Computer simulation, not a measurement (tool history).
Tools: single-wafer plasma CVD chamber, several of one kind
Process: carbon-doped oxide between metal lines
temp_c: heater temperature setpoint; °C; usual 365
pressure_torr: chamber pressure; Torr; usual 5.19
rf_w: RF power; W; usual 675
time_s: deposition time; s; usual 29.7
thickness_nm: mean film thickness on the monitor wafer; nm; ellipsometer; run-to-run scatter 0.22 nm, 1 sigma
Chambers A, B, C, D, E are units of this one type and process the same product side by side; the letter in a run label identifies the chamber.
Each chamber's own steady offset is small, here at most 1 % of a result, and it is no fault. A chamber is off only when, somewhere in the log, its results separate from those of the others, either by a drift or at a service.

run,hour,temp_c,pressure_torr,rf_w,time_s,hours since the last thermocouple change,hours since the last RF generator calibration,hours since the last manometer calibration,"read-back reference wafer on the same gauge, thickness_nm",thickness_nm
1A,10,365,5.19,675,29.7,313.2,541.4,2096.1,179.01,176.88
2E,18.2,365,5.19,675,29.7,1463.5,877,1158.2,179.07,174.98
# hour 26.1: chamber B: RF generator calibrated
3D,28.4,365,5.19,675,29.7,1393.8,190.2,1012.7,179.11,176.4
4C,34.6,365,5.19,675,29.7,292.4,2068,412,179.1,177.61
5B,40.8,365,5.19,675,29.7,2301.1,14.7,1738.4,179.06,175.82
6E,51,365,5.19,675,29.7,1496.3,909.8,1191,179.11,175.16
7A,61.5,377,4.28,675,29.7,364.7,592.9,2147.6,179.16,167.53
8C,71.7,377,4.28,675,29.7,329.5,2105.1,449.1,179.2,168.13
9B,80.2,377,4.28,675,29.7,2340.5,54.1,1777.8,179.14,166.18
10D,86.1,377,4.28,675,29.7,1451.5,247.9,1070.4,179.21,166.86
11E,92.2,377,4.28,675,29.7,1537.5,951,1232.2,179.26,165.73
# hour 97.3: chamber B: capacitance manometer re-zeroed and calibrated
12B,101.9,365,5.19,675,29.7,2362.2,75.8,4.6,179.31,175.97
13D,112,365,5.19,675,29.7,1477.4,273.8,1096.3,179.31,176.71
14A,121.3,365,5.19,675,29.7,424.5,652.7,2207.4,179.29,176.65
15C,127.7,365,5.19,675,29.7,385.5,2161.1,505.1,179.39,177.76
16C,134.8,365,5.19,675,29.7,392.6,2168.2,512.2,179.47,177.83
17E,143,365,5.19,675,29.7,1588.3,1001.8,1283,179.45,175.08
18A,148.6,365,5.19,675,29.7,451.8,680,2234.7,179.46,176.17
19B,157.6,365,5.19,795,29.7,2417.9,131.5,60.3,179.48,193.58
20D,163.8,365,5.19,795,29.7,1529.2,325.6,1148.1,179.51,195.49
21A,174,365,5.19,795,29.7,477.2,705.4,2260.1,179.51,195.29
22C,182.6,365,5.19,795,29.7,440.4,2216,560,179.56,196.31
23D,188.4,365,5.19,795,29.7,1553.8,350.2,1172.7,179.59,195.31
# hour 192.6: chamber C: RF generator calibrated
24E,195.7,365,5.19,675,29.7,1641,1054.5,1335.7,179.58,175.15
25B,201.9,365,5.19,675,29.7,2462.2,175.8,104.6,179.63,176.34
26A,210.5,365,5.19,675,29.7,513.7,741.9,2296.6,179.62,176.74
27C,219,352,5.19,675,26,476.8,26.5,596.4,179.64,161.8
28D,226.4,352,5.19,675,26,1591.8,388.2,1210.7,179.7,161
29B,232.2,352,5.19,675,26,2492.5,206.1,134.9,179.68,159.98
# hour 239.6: chamber E: thermocouple changed; heater temperature recalibrated
30E,240.7,352,5.19,675,26,1.2,1099.5,1380.7,179.71,159
31B,248.9,352,5.19,675,26,2509.2,222.8,151.6,179.76,160.31
32C,259,365,5.19,675,29.7,516.8,66.5,636.4,179.75,178.5
33D,264.6,374,5.19,580,29.7,1630,426.4,1248.9,179.83,157.96
34E,273.2,374,5.19,580,29.7,33.7,1132,1413.2,179.85,156.5
35A,279.4,374,5.19,580,29.7,582.6,810.8,2365.5,179.83,157.58
36E,288,374,5.19,580,29.7,48.5,1146.8,1428,179.8,156.87
37D,294.6,374,5.19,580,29.7,1660,456.4,1278.9,179.81,158.05
38A,304.1,365,5.19,615,35.4,607.3,835.5,2390.2,179.89,198.43

All 5 chambers run these settings next. Forecast each chamber's results:
39A,311.8,365,5.19,755,29.7,,,,,?
39B,311.8,365,5.19,755,29.7,,,,,?
39C,311.8,365,5.19,755,29.7,,,,,?
39D,311.8,365,5.19,755,29.7,,,,,?
39E,311.8,365,5.19,755,29.7,,,,,?

run,thickness_nm
39A,189.71
39B,188.69
39C,191.07
39D,189.57
39E,188.19
